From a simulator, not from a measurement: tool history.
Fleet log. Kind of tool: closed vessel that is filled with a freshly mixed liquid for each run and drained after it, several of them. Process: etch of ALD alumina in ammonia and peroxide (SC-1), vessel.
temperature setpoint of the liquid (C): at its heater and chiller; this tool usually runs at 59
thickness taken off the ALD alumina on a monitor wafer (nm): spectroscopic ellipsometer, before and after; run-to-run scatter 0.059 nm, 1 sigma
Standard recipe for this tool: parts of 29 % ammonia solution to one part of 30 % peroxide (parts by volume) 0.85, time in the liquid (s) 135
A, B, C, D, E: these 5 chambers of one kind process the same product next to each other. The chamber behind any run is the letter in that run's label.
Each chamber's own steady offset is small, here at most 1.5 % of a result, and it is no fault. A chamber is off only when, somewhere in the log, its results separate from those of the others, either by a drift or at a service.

run	day	temperature setpoint of the liquid (C)	parts of 29 % ammonia solution to one part of 30 % peroxide (parts by volume)	time in the liquid (s)	read-back film thickness of the ALD alumina reference wafer, read on the same gauge (nm)	thickness taken off the ALD alumina on a monitor wafer (nm)
# day 0.254: chamber D: new drum of ammonia solution connected
1C	0.317	59	0.85	135	59.982	9.6803
2B	0.821	59	0.85	135	60.03	9.5073
3D	1.15	59	0.85	135	60.052	9.7379
4E	1.483	59	0.85	135	60.005	9.6808
5A	1.821	59	0.85	135	60.018	9.4136
6B	2.162	59	0.85	135	59.999	9.5042
7C	2.525	59	0.85	135	60.032	9.5197
8D	3.033	59	0.85	135	59.978	9.7047
9A	3.271	59	0.85	135	60.002	9.5305
10E	3.725	59	0.85	135	60.009	9.5647
11C	3.979	59	0.85	135	60.006	9.6385
12D	4.229	59	0.85	135	59.983	9.9342
# day 4.75: chamber C: thermometer replaced
13B	4.75	59	0.85	135	59.968	9.6336
14E	5.275	59	0.85	135	60.018	9.6094
15A	5.546	59	0.85	135	59.957	9.4995
16A	5.85	59	0.85	135	59.992	9.5232
# day 5.933: chamber C: new drum of ammonia solution connected
17E	6.104	59	0.85	135	60.035	9.5586
18D	6.425	59	0.85	135	60.023	9.8578
19C	6.683	59	0.85	135	60.047	9.47
20B	7.096	59	0.85	135	60.017	9.5299
21C	7.617	67.5	0.7	135	59.965	14.49
22A	7.967	67.5	0.7	135	60.028	14.34
23B	8.254	67.5	0.7	135	59.995	14.377
24E	8.512	67.5	0.7	135	60.015	14.511
25D	8.867	67.5	0.7	135	60.014	14.907
26B	9.254	59	0.85	135	60.023	9.385
27D	9.558	59	0.85	135	59.998	10.077
28C	9.983	59	0.85	135	60.031	9.5714
29A	10.308	59	0.85	135	59.999	9.4965
30E	10.579	59	0.85	135	59.991	9.5113
31E	10.883	59	0.85	135	59.994	9.5309
# day 11.175: chamber B: thermometer replaced
32B	11.192	59	0.85	135	59.995	9.5316
33D	11.679	59	0.85	135	60.017	10.085
34A	12.121	59	0.85	135	60.033	9.5558
35C	12.638	59	0.85	135	60.004	9.5815
36B	13.071	59	0.85	135	59.987	9.604

Has any chamber moved away from the others, gradually or after a service, or does the common gauge drift, or do the chambers differ only by their own small steady offsets? State the chamber and the most likely cause if one applies.

Chamber D drifts away from the others.
Cause: liquid hotter than its thermometer reads (K) = 0.967.

Here are 4 candidates for chamber D's next run, each the usual settings with a change, their results left as question marks. Which one brings its results back in line with what the others give on the usual settings?
In-line tolerance around the mean of the other chambers on the usual settings: thickness taken off the ALD alumina on a monitor wafer (nm) 0.21
37D-1	13.458	59.5	0.85	140		?
37D-2	13.458	59	0.85	150		?
37D-3	13.458	57	0.85	135		?
37D-4	13.458	58.5	0.85	130		?

Mean of the other chambers on the usual settings: thickness taken off the ALD alumina on a monitor wafer (nm) 9.5421
run	thickness taken off the ALD alumina on a monitor wafer (nm)
37D-1	10.783
37D-2	11.266
37D-3	9.1583
37D-4	9.5164
The right change is 37D-4: it brings the chamber back within the allowed miss of the others.
